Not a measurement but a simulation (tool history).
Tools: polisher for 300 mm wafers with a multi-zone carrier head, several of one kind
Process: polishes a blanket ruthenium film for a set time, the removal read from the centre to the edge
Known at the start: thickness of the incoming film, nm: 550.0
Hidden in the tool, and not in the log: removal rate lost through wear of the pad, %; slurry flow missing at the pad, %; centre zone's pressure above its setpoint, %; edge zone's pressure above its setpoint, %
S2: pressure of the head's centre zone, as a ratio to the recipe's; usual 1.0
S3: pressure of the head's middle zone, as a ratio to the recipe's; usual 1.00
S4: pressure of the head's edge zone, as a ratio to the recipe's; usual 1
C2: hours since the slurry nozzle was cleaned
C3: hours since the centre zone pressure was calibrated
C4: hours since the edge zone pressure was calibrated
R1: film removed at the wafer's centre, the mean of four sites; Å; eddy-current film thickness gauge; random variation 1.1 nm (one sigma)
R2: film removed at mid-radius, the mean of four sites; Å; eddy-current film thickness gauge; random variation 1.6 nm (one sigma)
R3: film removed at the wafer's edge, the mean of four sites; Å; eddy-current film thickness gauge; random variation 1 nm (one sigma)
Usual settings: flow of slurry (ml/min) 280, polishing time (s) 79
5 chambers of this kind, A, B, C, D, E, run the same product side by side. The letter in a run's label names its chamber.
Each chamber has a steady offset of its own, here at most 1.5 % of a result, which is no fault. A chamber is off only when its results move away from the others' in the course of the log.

run 1C hour=3.5 | flow_of_slurry_(ml/min)=280 S2=1.0 S3=1.00 S4=1 polishing_time_(s)=79 | wafers_polished_on_this_pad=883 C2=607.8 C3=529.0 C4=599.7 | R1=1325.3 R2=1308.8 R3=1317.7
run 2B hour=8.0 | flow_of_slurry_(ml/min)=280 S2=1.0 S3=1.00 S4=1 polishing_time_(s)=79 | wafers_polished_on_this_pad=437 C2=544.3 C3=636.9 C4=782.5 | R1=1356.0 R2=1338.4 R3=1333.9
-- hour=11.1 chamber B: worn pad replaced by a new one
run 3A hour=11.9 | flow_of_slurry_(ml/min)=280 S2=1.0 S3=1.00 S4=1 polishing_time_(s)=79 | wafers_polished_on_this_pad=541 C2=76.4 C3=281.7 C4=409.2 | R1=1342.9 R2=1330.5 R3=1333.0
run 4E hour=14.9 | flow_of_slurry_(ml/min)=280 S2=1.0 S3=1.00 S4=1 polishing_time_(s)=79 | wafers_polished_on_this_pad=1091 C2=324.6 C3=340.4 C4=858.2 | R1=1321.4 R2=1340.6 R3=1322.4
-- hour=17.6 chamber C: worn pad replaced by a new one
run 5D hour=18.0 | flow_of_slurry_(ml/min)=280 S2=1.0 S3=1.00 S4=1 polishing_time_(s)=79 | wafers_polished_on_this_pad=880 C2=99.0 C3=73.9 C4=592.2 | R1=1348.8 R2=1315.2 R3=1332.3
run 6E hour=22.1 | flow_of_slurry_(ml/min)=280 S2=1.0 S3=1.00 S4=1 polishing_time_(s)=79 | wafers_polished_on_this_pad=1168 C2=331.8 C3=347.6 C4=865.4 | R1=1329.3 R2=1321.6 R3=1339.8
run 7B hour=25.1 | flow_of_slurry_(ml/min)=280 S2=1.0 S3=1.00 S4=1 polishing_time_(s)=79 | wafers_polished_on_this_pad=149 C2=561.4 C3=654.0 C4=799.6 | R1=1355.5 R2=1324.1 R3=1309.4
-- hour=25.7 chamber D: worn pad replaced by a new one
run 8C hour=27.8 | flow_of_slurry_(ml/min)=280 S2=1.0 S3=1.00 S4=1 polishing_time_(s)=79 | wafers_polished_on_this_pad=108 C2=632.1 C3=553.3 C4=624.0 | R1=1335.0 R2=1299.6 R3=1352.0
-- hour=29.9 chamber D: edge zone pressure recalibrated
run 9A hour=31.7 | flow_of_slurry_(ml/min)=280 S2=0.9 S3=1.00 S4=1 polishing_time_(s)=102 | wafers_polished_on_this_pad=752 C2=96.2 C3=301.5 C4=429.0 | R1=1528.4 R2=1705.7 R3=1697.9
-- hour=31.8 chamber A: worn pad replaced by a new one
run 10D hour=36.7 | flow_of_slurry_(ml/min)=280 S2=0.9 S3=1.00 S4=1 polishing_time_(s)=102 | wafers_polished_on_this_pad=118 C2=117.7 C3=92.6 C4=6.8 | R1=1509.8 R2=1666.0 R3=1748.3
-- hour=41.3 chamber C: slurry nozzle cleaned
run 11C hour=41.7 | flow_of_slurry_(ml/min)=280 S2=0.9 S3=1.00 S4=1 polishing_time_(s)=102 | wafers_polished_on_this_pad=256 C2=0.4 C3=567.2 C4=637.9 | R1=1533.8 R2=1708.6 R3=1735.0
-- hour=42.6 chamber A: edge zone pressure recalibrated
run 12A hour=46.0 | flow_of_slurry_(ml/min)=280 S2=0.9 S3=1.00 S4=1 polishing_time_(s)=102 | wafers_polished_on_this_pad=152 C2=110.5 C3=315.8 C4=3.5 | R1=1529.7 R2=1687.1 R3=1724.3
-- hour=48.5 chamber B: centre zone pressure recalibrated
run 13B hour=49.3 | flow_of_slurry_(ml/min)=280 S2=0.9 S3=1.00 S4=1 polishing_time_(s)=102 | wafers_polished_on_this_pad=407 C2=585.6 C3=0.8 C4=823.8 | R1=1531.3 R2=1711.5 R3=1726.4
run 14D hour=52.7 | flow_of_slurry_(ml/min)=280 S2=1.0 S3=1.00 S4=1 polishing_time_(s)=79 | wafers_polished_on_this_pad=288 C2=133.7 C3=108.6 C4=22.8 | R1=1336.8 R2=1334.0 R3=1334.7
run 15E hour=55.9 | flow_of_slurry_(ml/min)=280 S2=1.0 S3=1.00 S4=1 polishing_time_(s)=79 | wafers_polished_on_this_pad=1528 C2=365.6 C3=381.4 C4=899.2 | R1=1322.2 R2=1286.3 R3=1311.3
-- hour=56.5 chamber B: worn pad replaced by a new one
run 16E hour=59.7 | flow_of_slurry_(ml/min)=280 S2=1.0 S3=1.00 S4=1 polishing_time_(s)=79 | wafers_polished_on_this_pad=1569 C2=369.4 C3=385.2 C4=903.0 | R1=1306.3 R2=1306.9 R3=1296.9
-- hour=59.9 chamber E: edge zone pressure recalibrated
run 17B hour=65.0 | flow_of_slurry_(ml/min)=280 S2=1.0 S3=1.00 S4=1 polishing_time_(s)=79 | wafers_polished_on_this_pad=91 C2=601.3 C3=16.5 C4=839.5 | R1=1347.4 R2=1327.1 R3=1334.0
run 18C hour=67.5 | flow_of_slurry_(ml/min)=355 S2=1.0 S3=1.00 S4=1 polishing_time_(s)=100 | wafers_polished_on_this_pad=532 C2=26.2 C3=593.0 C4=663.7 | R1=1753.0 R2=1696.3 R3=1716.2
run 19A hour=71.9 | flow_of_slurry_(ml/min)=355 S2=1.0 S3=1.00 S4=1 polishing_time_(s)=100 | wafers_polished_on_this_pad=428 C2=136.4 C3=341.7 C4=29.4 | R1=1725.2 R2=1724.6 R3=1701.8
run 20D hour=77.0 | flow_of_slurry_(ml/min)=355 S2=1.0 S3=1.00 S4=1 polishing_time_(s)=100 | wafers_polished_on_this_pad=547 C2=158.0 C3=132.9 C4=47.1 | R1=1732.9 R2=1704.1 R3=1740.4
run 21B hour=81.7 | flow_of_slurry_(ml/min)=355 S2=1.0 S3=1.00 S4=1 polishing_time_(s)=100 | wafers_polished_on_this_pad=269 C2=618.0 C3=33.2 C4=856.2 | R1=1732.8 R2=1696.4 R3=1708.2
run 22E hour=84.7 | flow_of_slurry_(ml/min)=355 S2=1.0 S3=1.00 S4=1 polishing_time_(s)=100 | wafers_polished_on_this_pad=1835 C2=394.4 C3=410.2 C4=24.9 | R1=1660.1 R2=1669.9 R3=1663.8
run 23A hour=90.2 | flow_of_slurry_(ml/min)=280 S2=1.0 S3=1.00 S4=1 polishing_time_(s)=79 | wafers_polished_on_this_pad=623 C2=154.7 C3=360.0 C4=47.7 | R1=1326.3 R2=1340.2 R3=1314.7
run 24D hour=94.5 | flow_of_slurry_(ml/min)=280 S2=1.0 S3=1.00 S4=1 polishing_time_(s)=79 | wafers_polished_on_this_pad=734 C2=175.5 C3=150.4 C4=64.6 | R1=1352.7 R2=1302.7 R3=1331.8
-- hour=96.9 chamber D: worn pad replaced by a new one
-- hour=98.0 chamber A: worn pad replaced by a new one
run 25C hour=99.1 | flow_of_slurry_(ml/min)=280 S2=1.1 S3=1.08 S4=1 polishing_time_(s)=79 | wafers_polished_on_this_pad=868 C2=57.8 C3=624.6 C4=695.3 | R1=1479.1 R2=1435.3 R3=1355.2
run 26A hour=104.3 | flow_of_slurry_(ml/min)=280 S2=1.1 S3=1.08 S4=1 polishing_time_(s)=79 | wafers_polished_on_this_pad=68 C2=168.8 C3=374.1 C4=61.8 | R1=1448.1 R2=1428.8 R3=1316.6
-- hour=106.3 chamber C: worn pad replaced by a new one
run 27C hour=109.0 | flow_of_slurry_(ml/min)=280 S2=1.1 S3=1.08 S4=1 polishing_time_(s)=79 | wafers_polished_on_this_pad=28 C2=67.7 C3=634.5 C4=705.2 | R1=1485.9 R2=1430.3 R3=1348.2
-- hour=109.6 chamber B: worn pad replaced by a new one
run 28B hour=111.6 | flow_of_slurry_(ml/min)=280 S2=1.1 S3=1.08 S4=1 polishing_time_(s)=79 | wafers_polished_on_this_pad=21 C2=647.9 C3=63.1 C4=886.1 | R1=1484.3 R2=1432.4 R3=1338.7
run 29D hour=115.9 | flow_of_slurry_(ml/min)=280 S2=1.1 S3=1.08 S4=1 polishing_time_(s)=79 | wafers_polished_on_this_pad=202 C2=196.9 C3=171.8 C4=86.0 | R1=1477.5 R2=1423.9 R3=1318.2
run 30E hour=118.6 | flow_of_slurry_(ml/min)=280 S2=1.0 S3=1.00 S4=1 polishing_time_(s)=79 | wafers_polished_on_this_pad=2197 C2=428.3 C3=444.1 C4=58.8 | R1=1283.3 R2=1259.6 R3=1258.9
run 31E hour=123.7 | flow_of_slurry_(ml/min)=310 S2=1.0 S3=1.00 S4=1 polishing_time_(s)=79 | wafers_polished_on_this_pad=2251 C2=433.4 C3=449.2 C4=63.9 | R1=1292.9 R2=1298.0 R3=1261.3
run 32A hour=127.1 | flow_of_slurry_(ml/min)=310 S2=1.0 S3=1.00 S4=1 polishing_time_(s)=79 | wafers_polished_on_this_pad=311 C2=191.6 C3=396.9 C4=84.6 | R1=1348.1 R2=1330.3 R3=1334.6
run 33B hour=132.4 | flow_of_slurry_(ml/min)=310 S2=1.0 S3=1.00 S4=1 polishing_time_(s)=79 | wafers_polished_on_this_pad=243 C2=668.7 C3=83.9 C4=906.9 | R1=1345.8 R2=1347.5 R3=1338.4
run 34D hour=135.0 | flow_of_slurry_(ml/min)=310 S2=1.0 S3=1.00 S4=1 polishing_time_(s)=79 | wafers_polished_on_this_pad=406 C2=216.0 C3=190.9 C4=105.1 | R1=1342.4 R2=1318.1 R3=1339.9
run 35C hour=140.5 | flow_of_slurry_(ml/min)=310 S2=1.0 S3=1.00 S4=1 polishing_time_(s)=79 | wafers_polished_on_this_pad=364 C2=99.2 C3=666.0 C4=736.7 | R1=1338.4 R2=1321.2 R3=1352.8
run 36E hour=144.1 | flow_of_slurry_(ml/min)=280 S2=1.0 S3=1.00 S4=1 polishing_time_(s)=79 | wafers_polished_on_this_pad=2469 C2=453.8 C3=469.6 C4=84.3 | R1=1262.7 R2=1277.9 R3=1266.0
run 37B hour=149.0 | flow_of_slurry_(ml/min)=280 S2=1.0 S3=1.00 S4=1 polishing_time_(s)=79 | wafers_polished_on_this_pad=420 C2=685.3 C3=100.5 C4=923.5 | R1=1328.3 R2=1311.4 R3=1335.6
run 38A hour=154.1 | flow_of_slurry_(ml/min)=280 S2=1.0 S3=1.00 S4=1 polishing_time_(s)=79 | wafers_polished_on_this_pad=599 C2=218.6 C3=423.9 C4=111.6 | R1=1307.9 R2=1356.2 R3=1348.5
run 39C hour=159.3 | flow_of_slurry_(ml/min)=280 S2=1.0 S3=1.00 S4=1 polishing_time_(s)=79 | wafers_polished_on_this_pad=565 C2=118.0 C3=684.8 C4=755.5 | R1=1340.1 R2=1341.1 R3=1354.9
run 40D hour=162.1 | flow_of_slurry_(ml/min)=280 S2=1.0 S3=1.00 S4=1 polishing_time_(s)=79 | wafers_polished_on_this_pad=695 C2=243.1 C3=218.0 C4=132.2 | R1=1326.8 R2=1316.7 R3=1323.3
-- hour=163.1 chamber B: worn pad replaced by a new one
run 41B hour=167.3 | flow_of_slurry_(ml/min)=280 S2=1.0 S3=1.00 S4=1 polishing_time_(s)=79 | wafers_polished_on_this_pad=45 C2=703.6 C3=118.8 C4=941.8 | R1=1334.0 R2=1338.4 R3=1341.9
run 42E hour=172.0 | flow_of_slurry_(ml/min)=280 S2=1.0 S3=1.00 S4=1 polishing_time_(s)=79 | wafers_polished_on_this_pad=2766 C2=481.7 C3=497.5 C4=112.2 | R1=1220.4 R2=1244.5 R3=1238.3

Is one chamber off against the others, does the gauge drift, or is nothing wrong? If a chamber is off, say which, and what the likeliest cause is.

Chamber E drifts away from the others.
Cause: removal rate lost through wear of the pad, % = 7.14.
The log may not tell that from: slurry flow missing at the pad, %.

Here are 4 candidates for chamber E's next run, each the usual settings with a change, their results left as question marks. Which one brings its results back in line with what the others give on the usual settings?
In line means no further than this from the other chambers' mean on the usual settings: R1 40.0 Å; R2 56.0 Å; R3 36.0 Å
run 43E-1 hour=176.0 | flow_of_slurry_(ml/min)=280 S2=1.00 S3=0.99 S4=1.01 polishing_time_(s)=90 | R1=? R2=? R3=?
run 43E-2 hour=176.0 | flow_of_slurry_(ml/min)=280 S2=1.00 S3=0.99 S4=1.01 polishing_time_(s)=85 | R1=? R2=? R3=?
run 43E-3 hour=176.0 | flow_of_slurry_(ml/min)=280 S2=1.00 S3=1.01 S4=0.99 polishing_time_(s)=73 | R1=? R2=? R3=?
run 43E-4 hour=176.0 | flow_of_slurry_(ml/min)=280 S2=1.01 S3=1.01 S4=0.99 polishing_time_(s)=69 | R1=? R2=? R3=?

The other chambers' mean on the usual settings: R1 1334.0 Å; R2 1324.7 Å; R3 1335.9 Å
run=43E-1 R1=1408.0 R2=1385.5 R3=1411.3
run=43E-2 R1=1329.8 R2=1308.5 R3=1332.9
run=43E-3 R1=1142.2 R2=1144.9 R3=1132.6
run=43E-4 R1=1091.6 R2=1082.1 R3=1070.5
43E-2 brings the chamber back in line.
